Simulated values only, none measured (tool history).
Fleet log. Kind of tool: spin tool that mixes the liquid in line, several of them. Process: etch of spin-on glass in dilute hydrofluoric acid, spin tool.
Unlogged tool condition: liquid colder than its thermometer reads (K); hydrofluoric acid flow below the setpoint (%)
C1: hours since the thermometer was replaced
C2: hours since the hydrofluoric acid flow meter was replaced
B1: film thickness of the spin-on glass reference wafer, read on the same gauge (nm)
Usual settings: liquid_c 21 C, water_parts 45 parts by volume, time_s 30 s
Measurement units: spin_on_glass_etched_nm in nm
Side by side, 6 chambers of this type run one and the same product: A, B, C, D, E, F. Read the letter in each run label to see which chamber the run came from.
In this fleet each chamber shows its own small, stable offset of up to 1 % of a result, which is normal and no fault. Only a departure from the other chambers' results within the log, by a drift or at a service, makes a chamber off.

{"day": 0.083, "done": "chamber A: hydrofluoric acid flow meter replaced"}
{"run": "1A", "day": 0.296, "liquid_c": 21, "water_parts": 45, "time_s": 30, "C1": 33.4, "C2": 5.2, "B1": 40.006, "spin_on_glass_etched_nm": 23.033}
{"run": "2D", "day": 0.692, "liquid_c": 21, "water_parts": 45, "time_s": 30, "C1": 564.7, "C2": 741.6, "B1": 40.002, "spin_on_glass_etched_nm": 22.804}
{"run": "3F", "day": 0.929, "liquid_c": 21, "water_parts": 45, "time_s": 30, "C1": 1063.0, "C2": 529.5, "B1": 39.995, "spin_on_glass_etched_nm": 22.598}
{"run": "4B", "day": 1.212, "liquid_c": 21, "water_parts": 45, "time_s": 30, "C1": 1825.3, "C2": 1056.0, "B1": 39.971, "spin_on_glass_etched_nm": 22.865}
{"run": "5C", "day": 1.488, "liquid_c": 21, "water_parts": 45, "time_s": 30, "C1": 1414.0, "C2": 1362.8, "B1": 40.021, "spin_on_glass_etched_nm": 22.852}
{"day": 1.608, "done": "chamber F: thermometer replaced"}
{"run": "6E", "day": 1.904, "liquid_c": 21, "water_parts": 45, "time_s": 30, "C1": 402.1, "C2": 1599.5, "B1": 39.994, "spin_on_glass_etched_nm": 22.939}
{"run": "7C", "day": 2.383, "liquid_c": 21, "water_parts": 45, "time_s": 30, "C1": 1435.5, "C2": 1384.3, "B1": 40.019, "spin_on_glass_etched_nm": 22.972}
{"run": "8F", "day": 2.729, "liquid_c": 21, "water_parts": 45, "time_s": 30, "C1": 27.0, "C2": 572.7, "B1": 40.011, "spin_on_glass_etched_nm": 22.874}
{"run": "9E", "day": 2.988, "liquid_c": 21, "water_parts": 60, "time_s": 20, "C1": 428.1, "C2": 1625.5, "B1": 40.01, "spin_on_glass_etched_nm": 11.321}
{"run": "10A", "day": 3.429, "liquid_c": 21, "water_parts": 60, "time_s": 20, "C1": 108.6, "C2": 80.4, "B1": 40.03, "spin_on_glass_etched_nm": 11.395}
{"run": "11D", "day": 3.892, "liquid_c": 21, "water_parts": 60, "time_s": 20, "C1": 641.5, "C2": 818.4, "B1": 39.975, "spin_on_glass_etched_nm": 11.195}
{"run": "12B", "day": 4.375, "liquid_c": 21, "water_parts": 60, "time_s": 20, "C1": 1901.2, "C2": 1131.9, "B1": 40.007, "spin_on_glass_etched_nm": 11.245}
{"run": "13E", "day": 4.825, "liquid_c": 21, "water_parts": 60, "time_s": 20, "C1": 472.2, "C2": 1669.6, "B1": 40.016, "spin_on_glass_etched_nm": 11.39}
{"day": 4.85, "done": "chamber B: hydrofluoric acid flow meter replaced"}
{"run": "14D", "day": 5.171, "liquid_c": 21, "water_parts": 60, "time_s": 20, "C1": 672.2, "C2": 849.1, "B1": 39.984, "spin_on_glass_etched_nm": 11.242}
{"day": 5.596, "done": "chamber D: hydrofluoric acid flow meter replaced"}
{"run": "15A", "day": 5.662, "liquid_c": 21, "water_parts": 25, "time_s": 30, "C1": 162.2, "C2": 134.0, "B1": 39.995, "spin_on_glass_etched_nm": 42.655}
{"run": "16B", "day": 6.017, "liquid_c": 21, "water_parts": 25, "time_s": 30, "C1": 1940.6, "C2": 28.0, "B1": 40.017, "spin_on_glass_etched_nm": 42.303}
{"run": "17F", "day": 6.283, "liquid_c": 21, "water_parts": 25, "time_s": 30, "C1": 112.3, "C2": 658.0, "B1": 39.993, "spin_on_glass_etched_nm": 42.224}
{"run": "18C", "day": 6.712, "liquid_c": 21, "water_parts": 25, "time_s": 30, "C1": 1539.4, "C2": 1488.2, "B1": 40.037, "spin_on_glass_etched_nm": 42.783}
{"run": "19B", "day": 7.183, "liquid_c": 21, "water_parts": 25, "time_s": 30, "C1": 1968.6, "C2": 56.0, "B1": 39.993, "spin_on_glass_etched_nm": 41.561}
{"run": "20E", "day": 7.7, "liquid_c": 21, "water_parts": 25, "time_s": 30, "C1": 541.2, "C2": 1738.6, "B1": 39.999, "spin_on_glass_etched_nm": 42.454}
{"run": "21A", "day": 8.162, "liquid_c": 21, "water_parts": 45, "time_s": 30, "C1": 222.2, "C2": 194.0, "B1": 40.017, "spin_on_glass_etched_nm": 23.386}
{"run": "22C", "day": 8.588, "liquid_c": 21, "water_parts": 45, "time_s": 30, "C1": 1584.4, "C2": 1533.2, "B1": 39.982, "spin_on_glass_etched_nm": 22.761}
{"run": "23F", "day": 8.833, "liquid_c": 21, "water_parts": 45, "time_s": 30, "C1": 173.5, "C2": 719.2, "B1": 40.005, "spin_on_glass_etched_nm": 22.429}
{"run": "24D", "day": 9.354, "liquid_c": 21, "water_parts": 45, "time_s": 30, "C1": 772.6, "C2": 90.2, "B1": 40.02, "spin_on_glass_etched_nm": 22.966}
{"run": "25A", "day": 9.854, "liquid_c": 21, "water_parts": 45, "time_s": 30, "C1": 262.8, "C2": 234.6, "B1": 40.001, "spin_on_glass_etched_nm": 23.066}
{"run": "26D", "day": 10.179, "liquid_c": 21, "water_parts": 45, "time_s": 30, "C1": 792.4, "C2": 110.0, "B1": 40.038, "spin_on_glass_etched_nm": 23.003}
{"run": "27F", "day": 10.479, "liquid_c": 18, "water_parts": 45, "time_s": 30, "C1": 213.0, "C2": 758.7, "B1": 39.982, "spin_on_glass_etched_nm": 19.446}
{"run": "28B", "day": 10.792, "liquid_c": 18, "water_parts": 45, "time_s": 30, "C1": 2055.2, "C2": 142.6, "B1": 39.987, "spin_on_glass_etched_nm": 20.016}
{"run": "29E", "day": 11.233, "liquid_c": 18, "water_parts": 45, "time_s": 30, "C1": 626.0, "C2": 1823.4, "B1": 40.027, "spin_on_glass_etched_nm": 20.127}
{"run": "30C", "day": 11.575, "liquid_c": 18, "water_parts": 45, "time_s": 30, "C1": 1656.1, "C2": 1604.9, "B1": 40.017, "spin_on_glass_etched_nm": 20.3}
{"run": "31C", "day": 11.967, "liquid_c": 18, "water_parts": 45, "time_s": 30, "C1": 1665.5, "C2": 1614.3, "B1": 39.976, "spin_on_glass_etched_nm": 20.347}
{"run": "32B", "day": 12.288, "liquid_c": 18, "water_parts": 45, "time_s": 30, "C1": 2091.1, "C2": 178.5, "B1": 39.988, "spin_on_glass_etched_nm": 20.142}
{"run": "33F", "day": 12.529, "liquid_c": 21, "water_parts": 45, "time_s": 30, "C1": 262.2, "C2": 807.9, "B1": 40.008, "spin_on_glass_etched_nm": 21.795}
{"run": "34E", "day": 12.988, "liquid_c": 21, "water_parts": 45, "time_s": 30, "C1": 668.1, "C2": 1865.5, "B1": 40.008, "spin_on_glass_etched_nm": 22.943}
{"run": "35D", "day": 13.479, "liquid_c": 21, "water_parts": 45, "time_s": 30, "C1": 871.6, "C2": 189.2, "B1": 40.038, "spin_on_glass_etched_nm": 22.853}
{"run": "36A", "day": 13.888, "liquid_c": 21, "water_parts": 45, "time_s": 30, "C1": 359.6, "C2": 331.4, "B1": 40.022, "spin_on_glass_etched_nm": 23.046}
{"run": "37E", "day": 14.196, "liquid_c": 21, "water_parts": 45, "time_s": 30, "C1": 697.1, "C2": 1894.5, "B1": 39.996, "spin_on_glass_etched_nm": 22.816}
{"run": "38B", "day": 14.662, "liquid_c": 21, "water_parts": 45, "time_s": 30, "C1": 2148.1, "C2": 235.5, "B1": 40.015, "spin_on_glass_etched_nm": 22.925}
{"run": "39D", "day": 15.017, "liquid_c": 21, "water_parts": 45, "time_s": 30, "C1": 908.5, "C2": 226.1, "B1": 40.041, "spin_on_glass_etched_nm": 22.689}
{"run": "40A", "day": 15.371, "liquid_c": 21, "water_parts": 45, "time_s": 30, "C1": 395.2, "C2": 367.0, "B1": 39.986, "spin_on_glass_etched_nm": 23.245}
{"run": "41C", "day": 15.842, "liquid_c": 21, "water_parts": 45, "time_s": 30, "C1": 1758.5, "C2": 1707.3, "B1": 39.961, "spin_on_glass_etched_nm": 22.672}
{"run": "42F", "day": 16.083, "liquid_c": 21, "water_parts": 45, "time_s": 30, "C1": 347.5, "C2": 893.2, "B1": 39.972, "spin_on_glass_etched_nm": 21.777}
{"run": "43C", "day": 16.617, "liquid_c": 21, "water_parts": 45, "time_s": 30, "C1": 1777.1, "C2": 1725.9, "B1": 39.954, "spin_on_glass_etched_nm": 22.949}

Predict what each chamber gives when all 6 of them run the settings below next.
{"run": "44A", "day": 17.008, "liquid_c": 21, "water_parts": 45, "time_s": 30, "spin_on_glass_etched_nm": "?"}
{"run": "44B", "day": 17.008, "liquid_c": 21, "water_parts": 45, "time_s": 30, "spin_on_glass_etched_nm": "?"}
{"run": "44C", "day": 17.008, "liquid_c": 21, "water_parts": 45, "time_s": 30, "spin_on_glass_etched_nm": "?"}
{"run": "44D", "day": 17.008, "liquid_c": 21, "water_parts": 45, "time_s": 30, "spin_on_glass_etched_nm": "?"}
{"run": "44E", "day": 17.008, "liquid_c": 21, "water_parts": 45, "time_s": 30, "spin_on_glass_etched_nm": "?"}
{"run": "44F", "day": 17.008, "liquid_c": 21, "water_parts": 45, "time_s": 30, "spin_on_glass_etched_nm": "?"}

run=44A spin_on_glass_etched_nm=23.053
run=44B spin_on_glass_etched_nm=22.656
run=44C spin_on_glass_etched_nm=22.722
run=44D spin_on_glass_etched_nm=22.995
run=44E spin_on_glass_etched_nm=23.049
run=44F spin_on_glass_etched_nm=21.529
